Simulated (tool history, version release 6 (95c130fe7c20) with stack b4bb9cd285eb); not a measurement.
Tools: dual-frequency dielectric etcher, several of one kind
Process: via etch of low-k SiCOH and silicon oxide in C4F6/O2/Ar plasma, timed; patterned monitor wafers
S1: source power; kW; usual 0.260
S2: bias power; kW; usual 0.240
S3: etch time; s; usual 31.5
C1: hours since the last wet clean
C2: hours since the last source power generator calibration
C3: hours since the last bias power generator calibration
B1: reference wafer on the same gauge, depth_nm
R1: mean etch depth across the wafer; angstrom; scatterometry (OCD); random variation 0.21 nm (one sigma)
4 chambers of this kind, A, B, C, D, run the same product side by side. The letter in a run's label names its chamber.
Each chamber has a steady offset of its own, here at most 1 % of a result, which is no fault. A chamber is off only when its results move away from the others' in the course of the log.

Run 1B, hour 12.1: usual settings; C1 107.6; C2 3215.1; C3 3279.3; B1 71.862. Result: R1 687.79 angstrom.
Run 2C, hour 21.1: usual settings; C1 166.3; C2 1151.0; C3 428.1; B1 71.922. Result: R1 689.46 angstrom.
Run 3D, hour 31.0: usual settings; C1 183.1; C2 3105.8; C3 2547.3; B1 71.891. Result: R1 696.51 angstrom.
Run 4A, hour 38.3: usual settings; C1 136.9; C2 414.2; C3 2007.9; B1 71.932. Result: R1 690.18 angstrom.
Run 5A, hour 52.4: usual settings; C1 151.0; C2 428.3; C3 2022.0; B1 71.947. Result: R1 690.16 angstrom.
Run 6D, hour 65.7: usual settings; C1 217.8; C2 3140.5; C3 2582.0; B1 71.839. Result: R1 696.68 angstrom.
Run 7C, hour 77.1: usual settings; C1 222.3; C2 1207.0; C3 484.1; B1 71.901. Result: R1 685.64 angstrom.
Run 8B, hour 87.0: usual settings but S1 0.230 kW; C1 182.5; C2 3290.0; C3 3354.2; B1 71.882. Result: R1 656.67 angstrom.
Run 9A, hour 96.5: usual settings but S1 0.230 kW; C1 195.1; C2 472.4; C3 2066.1; B1 71.922. Result: R1 663.34 angstrom.
Run 10B, hour 104.1: usual settings but S1 0.230 kW; C1 199.6; C2 3307.1; C3 3371.3; B1 71.939. Result: R1 658.27 angstrom.
Run 11C, hour 112.6: usual settings but S1 0.230 kW; C1 257.8; C2 1242.5; C3 519.6; B1 71.900. Result: R1 652.38 angstrom.
Run 12D, hour 121.0: usual settings but S1 0.220 kW; C1 273.1; C2 3195.8; C3 2637.3; B1 71.917. Result: R1 653.67 angstrom.
Run 13A, hour 134.8: usual settings but S1 0.220 kW; C1 233.4; C2 510.7; C3 2104.4; B1 71.918. Result: R1 652.27 angstrom.
Run 14B, hour 149.1: usual settings but S1 0.220 kW; C1 244.6; C2 3352.1; C3 3416.3; B1 71.907. Result: R1 645.69 angstrom.
Run 15C, hour 155.9: usual settings but S1 0.220 kW; C1 301.1; C2 1285.8; C3 562.9; B1 71.921. Result: R1 641.76 angstrom.
Run 16D, hour 169.1: usual settings; C1 321.2; C2 3243.9; C3 2685.4; B1 71.902. Result: R1 694.25 angstrom.
Run 17D, hour 179.1: usual settings; C1 331.2; C2 3253.9; C3 2695.4; B1 71.874. Result: R1 690.74 angstrom.
Run 18A, hour 192.4: usual settings; C1 291.0; C2 568.3; C3 2162.0; B1 71.877. Result: R1 691.33 angstrom.
Run 19C, hour 199.7: usual settings; C1 344.9; C2 1329.6; C3 606.7; B1 71.921. Result: R1 679.15 angstrom.
Run 20B, hour 209.8: usual settings; C1 305.3; C2 3412.8; C3 3477.0; B1 71.871. Result: R1 684.61 angstrom.
Run 21D, hour 218.9: usual settings; C1 371.0; C2 3293.7; C3 2735.2; B1 71.875. Result: R1 697.03 angstrom.
Run 22C, hour 227.0: usual settings; C1 372.2; C2 1356.9; C3 634.0; B1 71.944. Result: R1 677.79 angstrom.
At hour 232.4: chamber D: wet clean of the chamber.
Run 23A, hour 236.7: usual settings; C1 335.3; C2 612.6; C3 2206.3; B1 71.886. Result: R1 688.56 angstrom.
At hour 248.1: chamber A: wet clean of the chamber.
Run 24B, hour 250.1: usual settings; C1 345.6; C2 3453.1; C3 3517.3; B1 71.862. Result: R1 687.32 angstrom.
At hour 253.5: chamber B: wet clean of the chamber.
Run 25B, hour 262.3: usual settings; C1 8.8; C2 3465.3; C3 3529.5; B1 71.914. Result: R1 688.18 angstrom.
Run 26C, hour 268.6: usual settings; C1 413.8; C2 1398.5; C3 675.6; B1 71.921. Result: R1 674.08 angstrom.
Run 27D, hour 281.0: usual settings; C1 48.7; C2 3355.8; C3 2797.3; B1 71.882. Result: R1 693.21 angstrom.
Run 28A, hour 295.4: usual settings; C1 47.4; C2 671.3; C3 2265.0; B1 71.875. Result: R1 693.40 angstrom.
Run 29C, hour 308.3: usual settings; C1 453.5; C2 1438.2; C3 715.3; B1 71.835. Result: R1 671.32 angstrom.
Run 30D, hour 319.7: usual settings; C1 87.4; C2 3394.5; C3 2836.0; B1 71.831. Result: R1 695.77 angstrom.

What goes on in this fleet: one chamber off, a drifting gauge, or nothing beyond the chambers' own small offsets? Name the chamber and the cause, if any.

Chamber C drifts away from the others.
Cause: etch rate under this chamber's usual, % = 2.26.
The log may not tell that from: source power that arrives under what is set, %.

Here are 4 candidates for chamber C's next run, each the usual settings with a change, their results left as question marks. Which one brings its results back in line with what the others give on the usual settings?
In line means no further than this from the other chambers' mean on the usual settings: R1 7.20 angstrom
Run 31C-1, hour 330.1: usual settings but S2 0.272 kW. Result: R1 ?.
Run 31C-2, hour 330.1: usual settings but S3 32.5 s. Result: R1 ?.
Run 31C-3, hour 330.1: usual settings but S2 0.208 kW. Result: R1 ?.
Run 31C-4, hour 330.1: usual settings but S1 0.250 kW, S2 0.230 kW. Result: R1 ?.

The other chambers' mean on the usual settings: R1 691.03 angstrom
  run      R1
31C-1  701.69
31C-2  692.72
31C-3  639.08
31C-4  651.77
31C-2 brings the chamber back in line.

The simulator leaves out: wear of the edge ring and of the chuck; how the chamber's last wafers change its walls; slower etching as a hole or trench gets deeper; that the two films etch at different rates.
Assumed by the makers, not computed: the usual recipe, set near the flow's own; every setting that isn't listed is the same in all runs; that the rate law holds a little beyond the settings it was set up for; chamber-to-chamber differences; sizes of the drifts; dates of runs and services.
